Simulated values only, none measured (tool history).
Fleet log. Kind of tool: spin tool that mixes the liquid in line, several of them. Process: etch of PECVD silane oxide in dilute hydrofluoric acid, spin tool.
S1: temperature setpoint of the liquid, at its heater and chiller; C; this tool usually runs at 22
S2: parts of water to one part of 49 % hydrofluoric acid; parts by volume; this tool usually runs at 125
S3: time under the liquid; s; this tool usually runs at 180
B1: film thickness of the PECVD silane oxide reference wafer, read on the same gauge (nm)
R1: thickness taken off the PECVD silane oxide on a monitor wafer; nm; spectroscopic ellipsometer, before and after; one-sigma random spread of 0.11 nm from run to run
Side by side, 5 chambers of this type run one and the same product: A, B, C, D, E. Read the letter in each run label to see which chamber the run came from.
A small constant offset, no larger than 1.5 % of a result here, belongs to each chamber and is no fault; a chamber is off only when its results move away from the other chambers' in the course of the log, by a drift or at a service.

run	day	S1	S2	S3	B1	R1
1A	0.212	22	125	180	130	30.671
2E	0.471	22	125	180	130	30.149
3C	0.638	22	125	180	130.02	30.149
4B	0.921	22	125	180	129.99	30.039
5D	1.104	22	145	115	130.01	16.431
6D	1.354	22	145	115	129.99	16.374
7E	1.588	22	145	115	130.01	16.318
# day 1.717: chamber B: hydrofluoric acid flow meter replaced
8C	1.917	22	145	115	129.98	16.287
9A	2.233	22	145	115	129.97	16.486
10B	2.429	22	125	180	129.99	29.847
11D	2.729	22	125	180	129.99	30.324
12C	2.967	22	125	180	130	30.119
13B	3.133	22	125	180	130.02	29.923
14E	3.379	22	125	180	130.01	30.283
15A	3.621	22	170	180	130.03	21.417
16A	3.904	22	170	180	130	21.556
17B	4.054	22	170	180	130.01	20.997
18D	4.242	22	170	180	129.98	21.384
19E	4.512	22	170	180	130.02	21.185
20C	4.762	24.5	125	180	129.99	33.031
21B	5.096	24.5	125	180	129.98	32.834
22C	5.317	24.5	125	180	130.02	33.382
23D	5.654	24.5	125	180	129.99	33.317
24E	5.912	24.5	125	180	130.01	33.475
25A	6.154	22	125	180	130	30.625
26A	6.417	24	85	180	130	50.531
27B	6.567	24	85	180	129.98	49.525
28D	6.862	24	85	180	130	50.388
29C	7.025	24	85	180	130	50.389
# day 7.121: chamber C: thermometer replaced
30E	7.188	24	85	180	130.02	50.135
# day 7.304: chamber B: thermometer replaced
31B	7.446	22	125	180	130.02	29.897
32A	7.767	22	125	180	130.01	30.665
33D	7.958	22	125	180	130	30.416
34E	8.217	22	125	180	129.99	30.131
35C	8.538	22	125	180	130	30.033
36D	8.808	22	125	180	130.01	30.253
37E	9.121	22	125	180	130	30.335

Each of the 5 chambers runs these same settings next. Fill in every chamber's results:
38A	9.362	22	125	100		?
38B	9.362	22	125	100		?
38C	9.362	22	125	100		?
38D	9.362	22	125	100		?
38E	9.362	22	125	100		?

run	R1
38A	16.996
38B	16.566
38C	16.865
38D	16.974
38E	16.794
